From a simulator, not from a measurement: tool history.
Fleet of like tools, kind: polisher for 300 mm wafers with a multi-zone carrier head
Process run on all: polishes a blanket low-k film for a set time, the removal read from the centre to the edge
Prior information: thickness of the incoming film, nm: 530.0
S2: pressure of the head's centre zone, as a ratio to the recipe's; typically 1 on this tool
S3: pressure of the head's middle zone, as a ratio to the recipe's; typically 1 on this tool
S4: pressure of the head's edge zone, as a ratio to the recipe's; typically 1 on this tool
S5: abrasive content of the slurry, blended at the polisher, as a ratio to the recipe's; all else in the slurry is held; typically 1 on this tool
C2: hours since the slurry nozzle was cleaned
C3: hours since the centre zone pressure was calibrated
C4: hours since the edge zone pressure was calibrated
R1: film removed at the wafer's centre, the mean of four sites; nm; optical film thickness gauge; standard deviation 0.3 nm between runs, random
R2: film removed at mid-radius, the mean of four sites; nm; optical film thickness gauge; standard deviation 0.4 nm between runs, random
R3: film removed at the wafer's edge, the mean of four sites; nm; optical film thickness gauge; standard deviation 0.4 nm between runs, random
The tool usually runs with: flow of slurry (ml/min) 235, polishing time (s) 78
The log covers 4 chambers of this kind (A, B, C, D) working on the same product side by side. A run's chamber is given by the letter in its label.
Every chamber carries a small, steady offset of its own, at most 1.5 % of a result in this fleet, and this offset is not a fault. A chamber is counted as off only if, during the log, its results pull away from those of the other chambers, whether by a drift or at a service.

{"run": "1D", "hour": 7.5, "flow of slurry (ml/min)": 235, "S2": 1, "S3": 1, "S4": 1, "S5": 1, "polishing time (s)": 78, "wafers polished on this pad": 943, "C2": 312.6, "C3": 943.6, "C4": 908.3, "R1": 40.644, "R2": 41.326, "R3": 40.769}
{"hour": 12.9, "done": "chamber C: worn pad replaced by a new one"}
{"hour": 14.7, "done": "chamber B: centre zone pressure recalibrated"}
{"hour": 18.2, "done": "chamber D: edge zone pressure recalibrated"}
{"run": "2C", "hour": 19.3, "flow of slurry (ml/min)": 235, "S2": 1, "S3": 1, "S4": 1, "S5": 1, "polishing time (s)": 78, "wafers polished on this pad": 79, "C2": 202.4, "C3": 911.2, "C4": 582.5, "R1": 41.081, "R2": 41.172, "R3": 40.537}
{"run": "3B", "hour": 31.4, "flow of slurry (ml/min)": 235, "S2": 1, "S3": 1, "S4": 1, "S5": 1, "polishing time (s)": 78, "wafers polished on this pad": 530, "C2": 372.1, "C3": 16.7, "C4": 169.4, "R1": 40.572, "R2": 41.683, "R3": 41.518}
{"run": "4A", "hour": 43.8, "flow of slurry (ml/min)": 235, "S2": 1, "S3": 1, "S4": 1, "S5": 1, "polishing time (s)": 78, "wafers polished on this pad": 869, "C2": 476.3, "C3": 539.2, "C4": 405.2, "R1": 40.774, "R2": 40.956, "R3": 41.163}
{"hour": 44.0, "done": "chamber D: worn pad replaced by a new one"}
{"hour": 51.5, "done": "chamber A: worn pad replaced by a new one"}
{"run": "5C", "hour": 52.9, "flow of slurry (ml/min)": 235, "S2": 1, "S3": 1, "S4": 1, "S5": 1, "polishing time (s)": 78, "wafers polished on this pad": 495, "C2": 236, "C3": 944.8, "C4": 616.1, "R1": 41.43, "R2": 40.873, "R3": 41.103}
{"run": "6B", "hour": 62.8, "flow of slurry (ml/min)": 235, "S2": 1, "S3": 1, "S4": 1, "S5": 1, "polishing time (s)": 78, "wafers polished on this pad": 918, "C2": 403.5, "C3": 48.1, "C4": 200.8, "R1": 40.641, "R2": 41.472, "R3": 41.013}
{"run": "7D", "hour": 72.6, "flow of slurry (ml/min)": 235, "S2": 1, "S3": 1, "S4": 1, "S5": 1, "polishing time (s)": 78, "wafers polished on this pad": 354, "C2": 377.7, "C3": 1008.7, "C4": 54.5, "R1": 41.061, "R2": 41.49, "R3": 40.359}
{"hour": 79.1, "done": "chamber B: worn pad replaced by a new one"}
{"hour": 81.5, "done": "chamber A: edge zone pressure recalibrated"}
{"run": "8A", "hour": 86.6, "flow of slurry (ml/min)": 235, "S2": 1, "S3": 1, "S4": 1, "S5": 1, "polishing time (s)": 78, "wafers polished on this pad": 434, "C2": 519.1, "C3": 582, "C4": 5.1, "R1": 40.198, "R2": 41.797, "R3": 41.74}
{"hour": 98.1, "done": "chamber A: centre zone pressure recalibrated"}
{"run": "9A", "hour": 98.3, "flow of slurry (ml/min)": 235, "S2": 1, "S3": 1, "S4": 1, "S5": 1, "polishing time (s)": 78, "wafers polished on this pad": 579, "C2": 530.8, "C3": 0.2, "C4": 16.8, "R1": 41.049, "R2": 40.084, "R3": 41.113}
{"run": "10B", "hour": 109.2, "flow of slurry (ml/min)": 235, "S2": 1, "S3": 1, "S4": 1, "S5": 1, "polishing time (s)": 78, "wafers polished on this pad": 372, "C2": 449.9, "C3": 94.5, "C4": 247.2, "R1": 40.795, "R2": 41.252, "R3": 41.095}
{"hour": 110.1, "done": "chamber C: centre zone pressure recalibrated"}
{"hour": 114.2, "done": "chamber C: worn pad replaced by a new one"}
{"run": "11C", "hour": 116.5, "flow of slurry (ml/min)": 235, "S2": 1, "S3": 1, "S4": 1, "S5": 1, "polishing time (s)": 78, "wafers polished on this pad": 29, "C2": 299.6, "C3": 6.4, "C4": 679.7, "R1": 41.097, "R2": 40.982, "R3": 41.362}
{"run": "12D", "hour": 128.0, "flow of slurry (ml/min)": 235, "S2": 1, "S3": 1, "S4": 1, "S5": 1, "polishing time (s)": 78, "wafers polished on this pad": 1039, "C2": 433.1, "C3": 1064.1, "C4": 109.9, "R1": 41.578, "R2": 41.097, "R3": 40.292}
{"run": "13D", "hour": 143.1, "flow of slurry (ml/min)": 235, "S2": 1, "S3": 1, "S4": 1, "S5": 1, "polishing time (s)": 78, "wafers polished on this pad": 1225, "C2": 448.2, "C3": 1079.2, "C4": 125, "R1": 41.086, "R2": 40.916, "R3": 41.303}
{"hour": 150.2, "done": "chamber D: centre zone pressure recalibrated"}
{"hour": 153.6, "done": "chamber A: worn pad replaced by a new one"}
{"run": "14C", "hour": 158.1, "flow of slurry (ml/min)": 235, "S2": 1, "S3": 1, "S4": 1, "S5": 1, "polishing time (s)": 78, "wafers polished on this pad": 543, "C2": 341.2, "C3": 48, "C4": 721.3, "R1": 41.391, "R2": 41.451, "R3": 41.085}
{"hour": 158.5, "done": "chamber D: worn pad replaced by a new one"}
{"hour": 168.4, "done": "chamber B: edge zone pressure recalibrated"}
{"hour": 171.1, "done": "chamber B: worn pad replaced by a new one"}
{"run": "15A", "hour": 174.1, "flow of slurry (ml/min)": 235, "S2": 1, "S3": 1, "S4": 1, "S5": 1, "polishing time (s)": 78, "wafers polished on this pad": 254, "C2": 606.6, "C3": 76, "C4": 92.6, "R1": 40.979, "R2": 40.773, "R3": 40.817}
{"run": "16B", "hour": 185.8, "flow of slurry (ml/min)": 235, "S2": 1, "S3": 1, "S4": 1, "S5": 1, "polishing time (s)": 78, "wafers polished on this pad": 181, "C2": 526.5, "C3": 171.1, "C4": 17.5, "R1": 41.685, "R2": 41.546, "R3": 41.763}
{"hour": 198.1, "done": "chamber C: slurry nozzle cleaned"}
{"run": "17D", "hour": 200.3, "flow of slurry (ml/min)": 235, "S2": 1, "S3": 1, "S4": 1, "S5": 1, "polishing time (s)": 78, "wafers polished on this pad": 517, "C2": 505.4, "C3": 50.1, "C4": 182.2, "R1": 38.231, "R2": 41.699, "R3": 40.49}
{"hour": 203.3, "done": "chamber C: worn pad replaced by a new one"}
{"run": "18B", "hour": 214.9, "flow of slurry (ml/min)": 235, "S2": 1, "S3": 1, "S4": 1, "S5": 1, "polishing time (s)": 78, "wafers polished on this pad": 541, "C2": 555.6, "C3": 200.2, "C4": 46.6, "R1": 40.916, "R2": 41.045, "R3": 41.486}
{"hour": 217.5, "done": "chamber A: slurry nozzle cleaned"}
{"run": "19A", "hour": 229.5, "flow of slurry (ml/min)": 235, "S2": 1, "S3": 1, "S4": 1, "S5": 1, "polishing time (s)": 78, "wafers polished on this pad": 939, "C2": 12, "C3": 131.4, "C4": 148, "R1": 40.916, "R2": 42.013, "R3": 41.267}
{"hour": 236.8, "done": "chamber A: worn pad replaced by a new one"}
{"run": "20C", "hour": 239.1, "flow of slurry (ml/min)": 235, "S2": 1, "S3": 1, "S4": 1, "S5": 1, "polishing time (s)": 78, "wafers polished on this pad": 443, "C2": 41, "C3": 129, "C4": 802.3, "R1": 41.567, "R2": 41.62, "R3": 41.244}
{"hour": 245.1, "done": "chamber D: slurry nozzle cleaned"}
{"hour": 253.6, "done": "chamber B: worn pad replaced by a new one"}
{"run": "21C", "hour": 253.7, "flow of slurry (ml/min)": 165, "S2": 1, "S3": 1, "S4": 1, "S5": 1, "polishing time (s)": 89, "wafers polished on this pad": 624, "C2": 55.6, "C3": 143.6, "C4": 816.9, "R1": 43.799, "R2": 45.056, "R3": 44.947}
{"hour": 254.0, "done": "chamber D: worn pad replaced by a new one"}
{"run": "22B", "hour": 264.0, "flow of slurry (ml/min)": 165, "S2": 1, "S3": 1, "S4": 1, "S5": 1, "polishing time (s)": 89, "wafers polished on this pad": 129, "C2": 604.7, "C3": 249.3, "C4": 95.7, "R1": 43.717, "R2": 44.938, "R3": 45.915}
{"run": "23A", "hour": 271.2, "flow of slurry (ml/min)": 165, "S2": 1, "S3": 1, "S4": 1, "S5": 1, "polishing time (s)": 89, "wafers polished on this pad": 425, "C2": 53.7, "C3": 173.1, "C4": 189.7, "R1": 44.025, "R2": 44.662, "R3": 45.549}
{"run": "24D", "hour": 284.7, "flow of slurry (ml/min)": 165, "S2": 1, "S3": 1, "S4": 1, "S5": 1, "polishing time (s)": 89, "wafers polished on this pad": 380, "C2": 39.6, "C3": 134.5, "C4": 266.6, "R1": 40.899, "R2": 44.501, "R3": 45.173}
{"run": "25D", "hour": 297.4, "flow of slurry (ml/min)": 235, "S2": 1, "S3": 1, "S4": 1, "S5": 1, "polishing time (s)": 78, "wafers polished on this pad": 537, "C2": 52.3, "C3": 147.2, "C4": 279.3, "R1": 38.394, "R2": 41.151, "R3": 40.773}
{"hour": 298.2, "done": "chamber B: slurry nozzle cleaned"}
{"hour": 305.2, "done": "chamber C: worn pad replaced by a new one"}
{"run": "26A", "hour": 312.9, "flow of slurry (ml/min)": 260, "S2": 1, "S3": 1, "S4": 1, "S5": 1, "polishing time (s)": 78, "wafers polished on this pad": 940, "C2": 95.4, "C3": 214.8, "C4": 231.4, "R1": 41.316, "R2": 41.241, "R3": 41.965}
{"hour": 325.5, "done": "chamber A: worn pad replaced by a new one"}
{"run": "27C", "hour": 328.7, "flow of slurry (ml/min)": 260, "S2": 1, "S3": 1, "S4": 1, "S5": 1, "polishing time (s)": 78, "wafers polished on this pad": 291, "C2": 130.6, "C3": 218.6, "C4": 891.9, "R1": 41.743, "R2": 41.641, "R3": 41.034}
{"run": "28B", "hour": 342.9, "flow of slurry (ml/min)": 260, "S2": 1, "S3": 1, "S4": 1, "S5": 1, "polishing time (s)": 78, "wafers polished on this pad": 1104, "C2": 44.8, "C3": 328.2, "C4": 174.6, "R1": 41.612, "R2": 42.018, "R3": 41.471}
{"run": "29B", "hour": 352.0, "flow of slurry (ml/min)": 260, "S2": 1, "S3": 1, "S4": 1, "S5": 1, "polishing time (s)": 78, "wafers polished on this pad": 1217, "C2": 53.9, "C3": 337.3, "C4": 183.7, "R1": 41.06, "R2": 41.505, "R3": 41.694}
{"hour": 358.9, "done": "chamber B: worn pad replaced by a new one"}
{"run": "30A", "hour": 367.5, "flow of slurry (ml/min)": 235, "S2": 1, "S3": 1, "S4": 1, "S5": 1, "polishing time (s)": 78, "wafers polished on this pad": 520, "C2": 150, "C3": 269.4, "C4": 286, "R1": 40.837, "R2": 41.04, "R3": 40.892}
{"hour": 368.9, "done": "chamber D: worn pad replaced by a new one"}
{"run": "31D", "hour": 384.0, "flow of slurry (ml/min)": 235, "S2": 1, "S3": 1, "S4": 1, "S5": 1, "polishing time (s)": 78, "wafers polished on this pad": 187, "C2": 138.9, "C3": 233.8, "C4": 365.9, "R1": 38.634, "R2": 41.229, "R3": 41.115}
{"hour": 392.5, "done": "chamber C: worn pad replaced by a new one"}
{"run": "32C", "hour": 398.6, "flow of slurry (ml/min)": 235, "S2": 1, "S3": 1, "S4": 1, "S5": 1, "polishing time (s)": 78, "wafers polished on this pad": 75, "C2": 200.5, "C3": 288.5, "C4": 961.8, "R1": 41.512, "R2": 41.141, "R3": 41.743}
{"run": "33D", "hour": 407.2, "flow of slurry (ml/min)": 235, "S2": 1, "S3": 1, "S4": 1, "S5": 1, "polishing time (s)": 78, "wafers polished on this pad": 473, "C2": 162.1, "C3": 257, "C4": 389.1, "R1": 38.253, "R2": 40.906, "R3": 41.451}
{"run": "34C", "hour": 417.2, "flow of slurry (ml/min)": 235, "S2": 1, "S3": 1.05, "S4": 1, "S5": 1, "polishing time (s)": 59, "wafers polished on this pad": 305, "C2": 219.1, "C3": 307.1, "C4": 980.4, "R1": 31.241, "R2": 32.477, "R3": 31.173}
{"run": "35A", "hour": 424.3, "flow of slurry (ml/min)": 235, "S2": 1, "S3": 1.05, "S4": 1, "S5": 1, "polishing time (s)": 59, "wafers polished on this pad": 1222, "C2": 206.8, "C3": 326.2, "C4": 342.8, "R1": 30.843, "R2": 32.257, "R3": 31.091}
{"hour": 427.4, "done": "chamber A: worn pad replaced by a new one"}
{"run": "36B", "hour": 433.3, "flow of slurry (ml/min)": 235, "S2": 1, "S3": 1.05, "S4": 1, "S5": 1, "polishing time (s)": 59, "wafers polished on this pad": 919, "C2": 135.2, "C3": 418.6, "C4": 265, "R1": 31.021, "R2": 32.607, "R3": 31.82}
{"run": "37C", "hour": 441.9, "flow of slurry (ml/min)": 235, "S2": 1, "S3": 1.05, "S4": 1, "S5": 1, "polishing time (s)": 59, "wafers polished on this pad": 610, "C2": 243.8, "C3": 331.8, "C4": 1005.1, "R1": 31.336, "R2": 32.922, "R3": 30.545}
{"run": "38A", "hour": 458.3, "flow of slurry (ml/min)": 235, "S2": 1, "S3": 1, "S4": 1, "S5": 1, "polishing time (s)": 78, "wafers polished on this pad": 382, "C2": 240.8, "C3": 360.2, "C4": 376.8, "R1": 40.853, "R2": 41.216, "R3": 40.685}

The same settings go to every chamber for the next run, one line per chamber below. Forecast the results for each:
{"run": "39A", "hour": 470.2, "flow of slurry (ml/min)": 235, "S2": 1, "S3": 1, "S4": 0.96, "S5": 1, "polishing time (s)": 78, "R1": "?", "R2": "?", "R3": "?"}
{"run": "39B", "hour": 470.2, "flow of slurry (ml/min)": 235, "S2": 1, "S3": 1, "S4": 0.96, "S5": 1, "polishing time (s)": 78, "R1": "?", "R2": "?", "R3": "?"}
{"run": "39C", "hour": 470.2, "flow of slurry (ml/min)": 235, "S2": 1, "S3": 1, "S4": 0.96, "S5": 1, "polishing time (s)": 78, "R1": "?", "R2": "?", "R3": "?"}
{"run": "39D", "hour": 470.2, "flow of slurry (ml/min)": 235, "S2": 1, "S3": 1, "S4": 0.96, "S5": 1, "polishing time (s)": 78, "R1": "?", "R2": "?", "R3": "?"}

run=39A R1=41.409 R2=41.676 R3=40.248
run=39B R1=41.245 R2=41.329 R3=40.518
run=39C R1=41.365 R2=41.392 R3=40.462
run=39D R1=38.902 R2=41.202 R3=40.524
